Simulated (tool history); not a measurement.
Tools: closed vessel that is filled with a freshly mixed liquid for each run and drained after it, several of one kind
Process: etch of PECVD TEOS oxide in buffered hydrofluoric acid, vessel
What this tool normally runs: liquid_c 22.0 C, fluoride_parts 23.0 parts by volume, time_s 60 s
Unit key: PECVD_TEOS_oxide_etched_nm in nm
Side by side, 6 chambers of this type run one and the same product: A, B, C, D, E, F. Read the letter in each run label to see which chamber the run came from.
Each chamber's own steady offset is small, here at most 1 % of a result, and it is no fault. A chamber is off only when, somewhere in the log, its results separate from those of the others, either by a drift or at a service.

run,hour,liquid_c,fluoride_parts,time_s,hours since the thermometer was replaced,hours since the hydrofluoric acid flow meter was replaced,"read-back film thickness of the PECVD TEOS oxide reference wafer, read on the same gauge (nm)",PECVD_TEOS_oxide_etched_nm
1F,5.6,22.0,23.0,60,586.9,166.2,40.020,36.157
2D,16.5,22.0,23.0,60,1637.0,854.7,39.972,36.151
3B,27.1,22.0,23.0,60,1066.7,35.6,40.009,36.554
4A,38.8,22.0,23.0,60,444.9,928.2,39.998,36.361
5C,49.9,22.0,23.0,60,611.9,927.2,40.020,35.902
6E,61.7,22.0,23.0,60,1199.7,1273.9,40.001,35.461
7C,70.7,22.0,23.0,60,632.7,948.0,40.037,36.083
# hour 72.3: chamber B: thermometer replaced
8A,81.2,22.0,18.0,60,487.3,970.6,39.990,44.840
9B,89.6,22.0,18.0,60,17.3,98.1,40.017,44.352
# hour 97.7: chamber F: thermometer replaced
10F,97.7,22.0,18.0,60,0.0,258.3,40.024,44.226
11D,108.2,22.0,18.0,60,1728.7,946.4,39.974,44.244
12E,115.3,22.0,18.0,60,1253.3,1327.5,40.028,44.157
13D,121.0,22.0,18.0,60,1741.5,959.2,40.010,44.652
14E,130.8,22.0,23.0,60,1268.8,1343.0,40.024,36.007
15A,142.0,22.0,23.0,60,548.1,1031.4,39.959,36.312
# hour 145.8: chamber E: hydrofluoric acid flow meter replaced
16C,149.5,24.0,16.0,60,711.5,1026.8,40.018,54.200
17B,156.4,24.0,16.0,60,84.1,164.9,39.974,55.454
18F,164.9,24.0,16.0,60,67.2,325.5,40.015,55.342
19D,174.7,24.0,16.0,60,1795.2,1012.9,39.972,55.390
20A,182.3,24.0,16.0,60,588.4,1071.7,39.961,55.999
21B,190.1,24.0,16.0,60,117.8,198.6,40.022,55.134
22F,200.1,22.0,23.0,60,102.4,360.7,39.986,35.920
23C,206.1,22.0,23.0,60,768.1,1083.4,39.994,35.308
24E,217.1,22.0,23.0,60,1355.1,71.4,39.994,36.003
25E,227.1,22.0,23.0,60,1365.1,81.4,39.974,35.944
26B,239.0,22.0,23.0,60,166.7,247.5,39.975,36.347
27F,247.3,20.0,23.0,60,149.6,407.9,39.978,32.058
28D,254.5,20.0,23.0,60,1875.0,1092.7,40.007,32.733
29C,265.0,20.0,23.0,60,827.0,1142.3,39.987,31.480
30A,272.0,20.0,23.0,60,678.1,1161.4,40.002,32.241
31B,282.1,20.0,23.0,60,209.8,290.6,39.992,32.501
32D,289.9,20.0,23.0,60,1910.4,1128.1,39.987,32.682
33E,296.1,22.0,23.0,60,1434.1,150.4,40.006,36.813
# hour 299.3: chamber A: hydrofluoric acid flow meter replaced
34C,302.2,22.0,23.0,60,864.2,1179.5,39.992,35.000
35A,311.7,22.0,23.0,60,717.8,12.4,40.027,36.509
36F,322.8,22.0,23.0,60,225.1,483.4,40.027,36.067
37B,334.0,22.0,23.0,60,261.7,342.5,39.980,36.271
38E,339.4,22.0,23.0,60,1477.4,193.7,40.001,36.144
39A,348.9,22.0,23.0,60,755.0,49.6,39.973,36.546
40F,355.2,22.0,28.5,60,257.5,515.8,39.986,30.868

Does one chamber stand apart from the rest, does the shared gauge drift, or is all well apart from small per-chamber offsets? Give the chamber and the most likely cause, where there is one.

One chamber, C, drifts off from the rest bit by bit.
What lies behind it: hydrofluoric acid flow below the setpoint (%) = 5.79.
The log may not separate it from: liquid colder than its thermometer reads (K).

Which of the 4 candidates below, each the usual settings with something changed and its results left as question marks, puts chamber C back in line with what the other chambers give on the usual settings?
Maximum distance from the other chambers' mean on the usual settings for a result to count as in line: PECVD_TEOS_oxide_etched_nm 0.850 nm
41C-1,363.7,22.0,23.5,60,,,,?
41C-2,363.7,21.0,23.0,60,,,,?
41C-3,363.7,22.0,22.5,60,,,,?
41C-4,363.7,22.5,22.0,60,,,,?

What the other chambers average on the usual settings: PECVD_TEOS_oxide_etched_nm 36.279 nm
run,PECVD_TEOS_oxide_etched_nm
41C-1,33.787
41C-2,32.459
41C-3,34.832
41C-4,36.379
With 41C-4, the chamber falls back in line with the rest.
